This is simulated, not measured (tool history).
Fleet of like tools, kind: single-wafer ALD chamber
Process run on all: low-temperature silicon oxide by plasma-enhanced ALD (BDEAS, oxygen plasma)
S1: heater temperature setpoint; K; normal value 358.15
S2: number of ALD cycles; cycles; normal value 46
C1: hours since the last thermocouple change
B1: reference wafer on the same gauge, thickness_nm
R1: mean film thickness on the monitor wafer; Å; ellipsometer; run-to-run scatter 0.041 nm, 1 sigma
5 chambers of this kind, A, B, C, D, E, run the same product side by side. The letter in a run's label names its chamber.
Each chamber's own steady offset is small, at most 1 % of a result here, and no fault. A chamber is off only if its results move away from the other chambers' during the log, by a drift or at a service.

run,hour,S1,S2,C1,B1,R1
1B,6.9,358.15,46,1459.9,7.4235,68.313
2C,15.7,358.15,46,750.6,7.4278,68.899
3A,24.2,358.15,46,862,7.4271,69.816
4E,32,358.15,46,151.8,7.4293,69.632
5D,37.4,358.15,46,1448.8,7.4287,70.149
6D,47,358.15,54,1458.4,7.4267,81.874
7E,52.3,358.15,54,172.1,7.4395,82.039
# hour 55.3: chamber D: thermocouple changed; heater temperature recalibrated
8B,56.9,358.15,54,1509.9,7.4385,81.027
9C,65.3,358.15,54,800.2,7.4259,81.189
10A,70,358.15,54,907.8,7.4237,81.441
11C,76.6,358.15,46,811.5,7.4322,69.319
12B,84.9,358.15,46,1537.9,7.4296,67.866
13E,90.8,358.15,46,210.6,7.4239,69.25
14A,98.4,358.15,46,936.2,7.4241,69.304
15D,106.6,358.15,46,51.3,7.4428,68.967
16C,111.9,358.15,46,846.8,7.4318,68.653
17E,118.8,358.15,46,238.6,7.4337,69.679
18A,126.9,372.15,55,964.7,7.4431,79.054
19D,135.7,372.15,55,80.4,7.4337,79.671
20B,140.7,372.15,55,1593.7,7.4325,77.568
21A,146.3,372.15,55,984.1,7.4348,79.714
22E,152.5,372.15,55,272.3,7.434,79.324
23C,160.9,358.15,46,895.8,7.4357,68.553
24D,165.3,358.15,46,110,7.4355,69.963
25B,170.8,358.15,46,1623.8,7.4318,68.718
26B,180.4,358.15,46,1633.4,7.4297,67.529
27E,188.8,358.15,46,308.6,7.4423,69.506
28D,195.5,358.15,46,140.2,7.4405,69.925
29A,205,358.15,46,1042.8,7.4307,70.002
30C,212.7,358.15,46,947.6,7.4351,68.66
31B,219.2,358.15,46,1672.2,7.4206,68.885
32E,225.4,358.15,46,345.2,7.4354,69.221
33A,231.1,349.15,41,1068.9,7.4321,63.828
34C,238.4,349.15,41,973.3,7.4265,63.4
35D,246.9,349.15,41,191.6,7.4323,63.832
36B,251.8,349.15,41,1704.8,7.4337,63.098
37C,257.7,349.15,41,992.6,7.4253,63.065

Is one chamber out of step, is the gauge drifting, or do the chambers differ by no more than their own small offsets? For an off chamber, give its letter and the likeliest cause.

Beyond each chamber's small constant offset nothing stands out, and the gauge stays steady.
